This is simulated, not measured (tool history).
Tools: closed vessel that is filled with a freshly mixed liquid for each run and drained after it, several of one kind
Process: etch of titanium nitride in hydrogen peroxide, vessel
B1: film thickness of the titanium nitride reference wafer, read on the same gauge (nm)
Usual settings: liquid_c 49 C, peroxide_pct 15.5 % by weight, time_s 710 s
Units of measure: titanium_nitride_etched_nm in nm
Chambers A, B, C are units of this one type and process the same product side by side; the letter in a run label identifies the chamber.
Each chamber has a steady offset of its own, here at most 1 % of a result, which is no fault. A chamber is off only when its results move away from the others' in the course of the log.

{"run": "1B", "hour": 6.0, "liquid_c": 49, "peroxide_pct": 15.5, "time_s": 710, "B1": 120.0, "titanium_nitride_etched_nm": 42.37}
{"run": "2C", "hour": 11.8, "liquid_c": 49, "peroxide_pct": 15.5, "time_s": 710, "B1": 120.02, "titanium_nitride_etched_nm": 42.039}
{"run": "3A", "hour": 18.6, "liquid_c": 49, "peroxide_pct": 15.5, "time_s": 710, "B1": 119.98, "titanium_nitride_etched_nm": 42.201}
{"run": "4C", "hour": 26.6, "liquid_c": 49, "peroxide_pct": 15.5, "time_s": 710, "B1": 119.99, "titanium_nitride_etched_nm": 42.182}
{"run": "5B", "hour": 33.6, "liquid_c": 49, "peroxide_pct": 15.5, "time_s": 710, "B1": 120.0, "titanium_nitride_etched_nm": 42.249}
{"run": "6A", "hour": 37.6, "liquid_c": 49, "peroxide_pct": 15.5, "time_s": 710, "B1": 119.99, "titanium_nitride_etched_nm": 42.336}
{"run": "7A", "hour": 44.3, "liquid_c": 49, "peroxide_pct": 12.5, "time_s": 710, "B1": 119.99, "titanium_nitride_etched_nm": 40.373}
{"run": "8C", "hour": 51.3, "liquid_c": 49, "peroxide_pct": 12.5, "time_s": 710, "B1": 120.0, "titanium_nitride_etched_nm": 40.002}
{"run": "9B", "hour": 56.5, "liquid_c": 49, "peroxide_pct": 12.5, "time_s": 710, "B1": 120.01, "titanium_nitride_etched_nm": 40.363}
{"run": "10B", "hour": 64.7, "liquid_c": 49, "peroxide_pct": 15.5, "time_s": 710, "B1": 120.01, "titanium_nitride_etched_nm": 41.832}
{"run": "11A", "hour": 70.9, "liquid_c": 49, "peroxide_pct": 15.5, "time_s": 710, "B1": 120.02, "titanium_nitride_etched_nm": 42.524}
{"run": "12C", "hour": 79.2, "liquid_c": 49, "peroxide_pct": 15.5, "time_s": 710, "B1": 120.0, "titanium_nitride_etched_nm": 41.809}
{"run": "13C", "hour": 87.0, "liquid_c": 49, "peroxide_pct": 15.5, "time_s": 710, "B1": 119.99, "titanium_nitride_etched_nm": 42.244}
{"run": "14B", "hour": 92.3, "liquid_c": 49, "peroxide_pct": 15.5, "time_s": 710, "B1": 119.99, "titanium_nitride_etched_nm": 42.422}
{"run": "15A", "hour": 96.3, "liquid_c": 49, "peroxide_pct": 15.5, "time_s": 710, "B1": 119.99, "titanium_nitride_etched_nm": 43.205}
{"run": "16A", "hour": 104.7, "liquid_c": 49, "peroxide_pct": 15.5, "time_s": 710, "B1": 120.0, "titanium_nitride_etched_nm": 43.101}
{"hour": 105.7, "done": "chamber A: peroxide flow meter replaced"}
{"hour": 109.7, "done": "chamber B: thermometer replaced"}
{"run": "17C", "hour": 111.9, "liquid_c": 49, "peroxide_pct": 15.5, "time_s": 710, "B1": 119.99, "titanium_nitride_etched_nm": 42.07}
{"run": "18B", "hour": 115.9, "liquid_c": 49, "peroxide_pct": 15.5, "time_s": 710, "B1": 119.98, "titanium_nitride_etched_nm": 42.159}
{"run": "19C", "hour": 120.9, "liquid_c": 49, "peroxide_pct": 15.5, "time_s": 710, "B1": 120.03, "titanium_nitride_etched_nm": 42.156}
{"run": "20A", "hour": 125.0, "liquid_c": 57, "peroxide_pct": 15.5, "time_s": 710, "B1": 120.0, "titanium_nitride_etched_nm": 76.971}
{"run": "21B", "hour": 130.2, "liquid_c": 57, "peroxide_pct": 15.5, "time_s": 710, "B1": 120.01, "titanium_nitride_etched_nm": 75.22}
{"run": "22A", "hour": 134.2, "liquid_c": 57, "peroxide_pct": 15.5, "time_s": 710, "B1": 120.0, "titanium_nitride_etched_nm": 76.414}
{"run": "23C", "hour": 141.0, "liquid_c": 49, "peroxide_pct": 15.5, "time_s": 710, "B1": 120.0, "titanium_nitride_etched_nm": 41.784}
{"run": "24B", "hour": 145.2, "liquid_c": 49, "peroxide_pct": 15.5, "time_s": 710, "B1": 119.96, "titanium_nitride_etched_nm": 42.216}
{"run": "25C", "hour": 151.9, "liquid_c": 49, "peroxide_pct": 19.5, "time_s": 850, "B1": 119.97, "titanium_nitride_etched_nm": 52.662}

Decide between three cases: one chamber stands off from its peers, the gauge reading all wafers drifts, or nothing is wrong past each chamber's small offset. Where a chamber is off, say which and what most likely put it there.

It is chamber A that slowly wanders off from its peers.
Most likely cause: liquid hotter than its thermometer reads (K) = 0.694.

Which of the 4 candidates below, each the usual settings with something changed and its results left as question marks, puts chamber A back in line with what the other chambers give on the usual settings?
Counts as in line when no further than this from what the other chambers average on the usual settings: titanium_nitride_etched_nm 0.690 nm
{"run": "26A-1", "hour": 158.2, "liquid_c": 49.0, "peroxide_pct": 17.0, "time_s": 710, "titanium_nitride_etched_nm": "?"}
{"run": "26A-2", "hour": 158.2, "liquid_c": 48.5, "peroxide_pct": 15.5, "time_s": 700, "titanium_nitride_etched_nm": "?"}
{"run": "26A-3", "hour": 158.2, "liquid_c": 49.0, "peroxide_pct": 19.5, "time_s": 710, "titanium_nitride_etched_nm": "?"}
{"run": "26A-4", "hour": 158.2, "liquid_c": 49.0, "peroxide_pct": 14.0, "time_s": 710, "titanium_nitride_etched_nm": "?"}

On the usual settings, the other chambers give on average: titanium_nitride_etched_nm 42.110 nm
run=26A-1 titanium_nitride_etched_nm=45.109
run=26A-2 titanium_nitride_etched_nm=42.097
run=26A-3 titanium_nitride_etched_nm=46.438
run=26A-4 titanium_nitride_etched_nm=43.312
26A-2 puts the chamber back in line with the other chambers.

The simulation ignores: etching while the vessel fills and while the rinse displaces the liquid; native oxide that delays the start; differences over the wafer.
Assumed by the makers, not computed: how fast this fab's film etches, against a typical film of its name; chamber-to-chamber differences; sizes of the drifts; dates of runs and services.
